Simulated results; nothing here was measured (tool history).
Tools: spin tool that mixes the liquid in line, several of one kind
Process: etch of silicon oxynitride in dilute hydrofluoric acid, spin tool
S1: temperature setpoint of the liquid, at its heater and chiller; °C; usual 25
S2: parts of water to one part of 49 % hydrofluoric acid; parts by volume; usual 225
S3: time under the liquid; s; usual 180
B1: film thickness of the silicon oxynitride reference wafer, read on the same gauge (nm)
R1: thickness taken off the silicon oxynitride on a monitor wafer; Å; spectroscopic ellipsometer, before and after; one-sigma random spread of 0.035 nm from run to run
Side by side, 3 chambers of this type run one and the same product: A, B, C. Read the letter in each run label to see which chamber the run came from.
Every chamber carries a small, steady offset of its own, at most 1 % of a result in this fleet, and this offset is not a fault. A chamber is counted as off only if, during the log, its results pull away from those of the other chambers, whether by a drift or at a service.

Run 1A, hour 3.3: usual settings; B1 40.02. Result: R1 20.52 Å.
Run 2C, hour 6.7: usual settings; B1 40.039. Result: R1 20.819 Å.
Run 3B, hour 12.6: usual settings; B1 39.981. Result: R1 21.274 Å.
Run 4C, hour 18.4: usual settings; B1 40.005. Result: R1 20.642 Å.
Run 5B, hour 24.8: usual settings; B1 39.992. Result: R1 20.965 Å.
Run 6A, hour 29.1: usual settings; B1 40.019. Result: R1 21.517 Å.
Run 7C, hour 33.7: usual settings; B1 39.962. Result: R1 20.782 Å.
Run 8B, hour 38.8: usual settings; B1 40. Result: R1 21.543 Å.
Run 9A, hour 42.3: usual settings; B1 40.012. Result: R1 21.474 Å.
Run 10A, hour 46.8: usual settings but S1 28.5 °C; B1 40.025. Result: R1 24.121 Å.
Run 11B, hour 53: usual settings but S1 28.5 °C; B1 40.018. Result: R1 24.36 Å.
Run 12C, hour 57.7: usual settings but S1 28.5 °C; B1 40.038. Result: R1 24.117 Å.
Run 13A, hour 63.1: usual settings; B1 39.94. Result: R1 21.005 Å.
Run 14C, hour 66.9: usual settings; B1 40.029. Result: R1 20.552 Å.
Run 15B, hour 72.4: usual settings; B1 39.987. Result: R1 20.73 Å.
Run 16C, hour 78.3: usual settings; B1 39.995. Result: R1 21.255 Å.
Run 17B, hour 82.3: usual settings; B1 39.969. Result: R1 20.898 Å.
Run 18A, hour 87.3: usual settings; B1 39.982. Result: R1 20.951 Å.
Run 19A, hour 91.6: usual settings but S3 145 s; B1 40. Result: R1 17.286 Å.
Run 20C, hour 97.3: usual settings but S3 145 s; B1 40.009. Result: R1 16.941 Å.
Run 21B, hour 100.5: usual settings but S3 145 s; B1 40.014. Result: R1 16.957 Å.
Run 22A, hour 105.5: usual settings; B1 40.028. Result: R1 20.884 Å.
Run 23B, hour 108.5: usual settings but S1 22 °C, S3 255 s; B1 40.039. Result: R1 25.313 Å.
Run 24C, hour 114: usual settings but S1 22 °C, S3 255 s; B1 40.03. Result: R1 25.837 Å.
Run 25B, hour 120.4: usual settings but S1 22 °C, S3 255 s; B1 40.016. Result: R1 26.253 Å.
Run 26A, hour 125: usual settings; B1 40.032. Result: R1 20.755 Å.
Run 27C, hour 129.3: usual settings; B1 40.007. Result: R1 20.847 Å.
Run 28B, hour 136.1: usual settings; B1 40.033. Result: R1 20.615 Å.
Run 29A, hour 140.3: usual settings; B1 39.988. Result: R1 21.069 Å.
Run 30C, hour 146.4: usual settings; B1 39.971. Result: R1 21.503 Å.
Run 31B, hour 150.2: usual settings but S1 27.5 °C, S2 305 parts by volume; B1 39.987. Result: R1 16.082 Å.
Run 32A, hour 155.9: usual settings but S1 27.5 °C, S2 305 parts by volume; B1 39.999. Result: R1 16.278 Å.
Run 33C, hour 158.9: usual settings but S1 27.5 °C, S2 305 parts by volume; B1 39.985. Result: R1 16.095 Å.
Run 34C, hour 163.2: usual settings; B1 40.011. Result: R1 20.603 Å.
Run 35B, hour 168.2: usual settings; B1 39.994. Result: R1 20.134 Å.
Run 36A, hour 172: usual settings; B1 40.045. Result: R1 21.039 Å.
Run 37B, hour 178: usual settings; B1 40.006. Result: R1 20.32 Å.
Run 38C, hour 182.8: usual settings; B1 39.948. Result: R1 21.081 Å.
Run 39A, hour 186.1: usual settings; B1 39.959. Result: R1 20.649 Å.
Run 40A, hour 190.1: usual settings; B1 39.947. Result: R1 21.064 Å.
Run 41C, hour 195.3: usual settings but S1 22 °C; B1 39.988. Result: R1 18.094 Å.
Run 42B, hour 200.5: usual settings but S1 22 °C; B1 40.003. Result: R1 18.122 Å.

Decide between three cases: one chamber stands off from its peers, the gauge reading all wafers drifts, or nothing is wrong past each chamber's small offset. Where a chamber is off, say which and what most likely put it there.

Beyond each chamber's small constant offset nothing stands out, and the gauge stays steady.

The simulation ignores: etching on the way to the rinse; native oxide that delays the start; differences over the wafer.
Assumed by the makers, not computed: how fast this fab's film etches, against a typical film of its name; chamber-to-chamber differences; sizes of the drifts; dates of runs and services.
